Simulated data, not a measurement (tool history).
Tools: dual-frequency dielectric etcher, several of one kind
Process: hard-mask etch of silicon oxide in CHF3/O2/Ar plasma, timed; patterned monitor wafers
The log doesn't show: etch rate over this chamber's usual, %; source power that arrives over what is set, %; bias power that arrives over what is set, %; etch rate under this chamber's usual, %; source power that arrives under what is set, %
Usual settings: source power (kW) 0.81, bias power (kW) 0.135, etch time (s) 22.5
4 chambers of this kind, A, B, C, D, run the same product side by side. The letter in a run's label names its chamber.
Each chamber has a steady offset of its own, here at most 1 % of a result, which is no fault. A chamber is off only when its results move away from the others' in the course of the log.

| run | day | source power (kW) | bias power (kW) | etch time (s) | hours since the last wet clean | hours since the last source power generator calibration | hours since the last bias power generator calibration | read-back reference wafer on the same gauge, depth_nm | mean etch depth across the wafer (Å) |
|---|---|---|---|---|---|---|---|---|---|
| 1C | 0.238 | 0.81 | 0.135 | 22.5 | 324.4 | 1073.1 | 659 | 51.865 | 453.76 |
| 2A | 0.358 | 0.81 | 0.135 | 22.5 | 440 | 1799.6 | 1310 | 51.903 | 453.62 |
| 3D | 0.604 | 0.81 | 0.135 | 22.5 | 400.5 | 626.7 | 933.9 | 51.896 | 457.2 |
| 4B | 0.842 | 0.81 | 0.135 | 22.5 | 333.9 | 431.7 | 1242.8 | 51.909 | 456.57 |
| 5A | 1.021 | 0.81 | 0.135 | 22.5 | 455.9 | 1815.5 | 1325.9 | 51.919 | 455.7 |
| 6C | 1.267 | 0.81 | 0.162 | 22.5 | 349.1 | 1097.8 | 683.7 | 51.893 | 479.49 |
| 7D | 1.504 | 0.81 | 0.162 | 22.5 | 422.1 | 648.3 | 955.5 | 51.904 | 482.63 |
|  | 1.658 | chamber A: wet clean of the chamber |
| 8B | 1.738 | 0.81 | 0.162 | 22.5 | 355.4 | 453.2 | 1264.3 | 51.866 | 483.99 |
| 9B | 1.888 | 0.81 | 0.162 | 22.5 | 359 | 456.8 | 1267.9 | 51.822 | 484.92 |
| 10C | 2.133 | 0.81 | 0.135 | 22.5 | 369.9 | 1118.6 | 704.5 | 51.9 | 453.48 |
| 11A | 2.312 | 0.81 | 0.135 | 22.5 | 15.7 | 1846.5 | 1356.9 | 51.877 | 471.87 |
| 12D | 2.421 | 0.81 | 0.135 | 22.5 | 444.1 | 670.3 | 977.5 | 51.82 | 457.78 |
| 13B | 2.575 | 0.81 | 0.115 | 22.5 | 375.5 | 473.3 | 1284.4 | 51.906 | 433.98 |
| 14A | 2.733 | 0.81 | 0.115 | 22.5 | 25.8 | 1856.6 | 1367 | 51.913 | 452.71 |
| 15D | 2.917 | 0.81 | 0.115 | 22.5 | 456 | 682.2 | 989.4 | 51.883 | 433.91 |
| 16C | 3.117 | 0.81 | 0.115 | 22.5 | 393.5 | 1142.2 | 728.1 | 51.908 | 431.8 |
| 17A | 3.279 | 0.81 | 0.135 | 22.5 | 38.9 | 1869.7 | 1380.1 | 51.891 | 475.24 |
| 18B | 3.492 | 0.81 | 0.135 | 22.5 | 397.5 | 495.3 | 1306.4 | 51.893 | 453.58 |
| 19D | 3.612 | 0.81 | 0.135 | 22.5 | 472.7 | 698.9 | 1006.1 | 51.879 | 456.62 |
|  | 3.729 | chamber C: wet clean of the chamber |
| 20C | 3.796 | 0.71 | 0.135 | 22.5 | 1.7 | 1158.5 | 744.4 | 51.914 | 431.09 |
| 21C | 3.938 | 0.71 | 0.135 | 22.5 | 5.1 | 1161.9 | 747.8 | 51.908 | 433.33 |
| 22B | 4.117 | 0.71 | 0.135 | 22.5 | 412.5 | 510.3 | 1321.4 | 51.905 | 434.81 |
|  | 4.221 | chamber D: wet clean of the chamber |
| 23A | 4.317 | 0.71 | 0.135 | 22.5 | 63.8 | 1894.6 | 1405 | 51.884 | 450.43 |
| 24D | 4.483 | 0.81 | 0.135 | 22.5 | 6.4 | 719.8 | 1027 | 51.886 | 454.88 |
| 25C | 4.704 | 0.81 | 0.135 | 22.5 | 23.5 | 1180.3 | 766.2 | 51.883 | 455.3 |
| 26A | 4.942 | 0.81 | 0.135 | 22.5 | 78.8 | 1909.6 | 1420 | 51.909 | 473.04 |

Is one chamber off against the others, does the gauge drift, or is nothing wrong? If a chamber is off, say which, and what the likeliest cause is.

A service left chamber A off against the others.
Cause: etch rate over this chamber's usual, % = 3.89.

Here are 4 candidates for chamber A's next run, each the usual settings with a change, their results left as question marks. Which one brings its results back in line with what the others give on the usual settings?
In line means no further than this from the other chambers' mean on the usual settings: mean etch depth across the wafer (Å) 5.9
| 27A-1 | 5.121 | 0.73 | 0.124 | 22.5 |  |  |  |  | ? |
| 27A-2 | 5.121 | 0.81 | 0.135 | 23.5 |  |  |  |  | ? |
| 27A-3 | 5.121 | 0.81 | 0.164 | 22.5 |  |  |  |  | ? |
| 27A-4 | 5.121 | 0.81 | 0.118 | 22.5 |  |  |  |  | ? |

The other chambers' mean on the usual settings: mean etch depth across the wafer (Å) 455.82
| run | mean etch depth across the wafer (Å) |
|---|---|
| 27A-1 | 442.01 |
| 27A-2 | 493.5 |
| 27A-3 | 502.01 |
| 27A-4 | 453.88 |
27A-4 brings the chamber back in line.
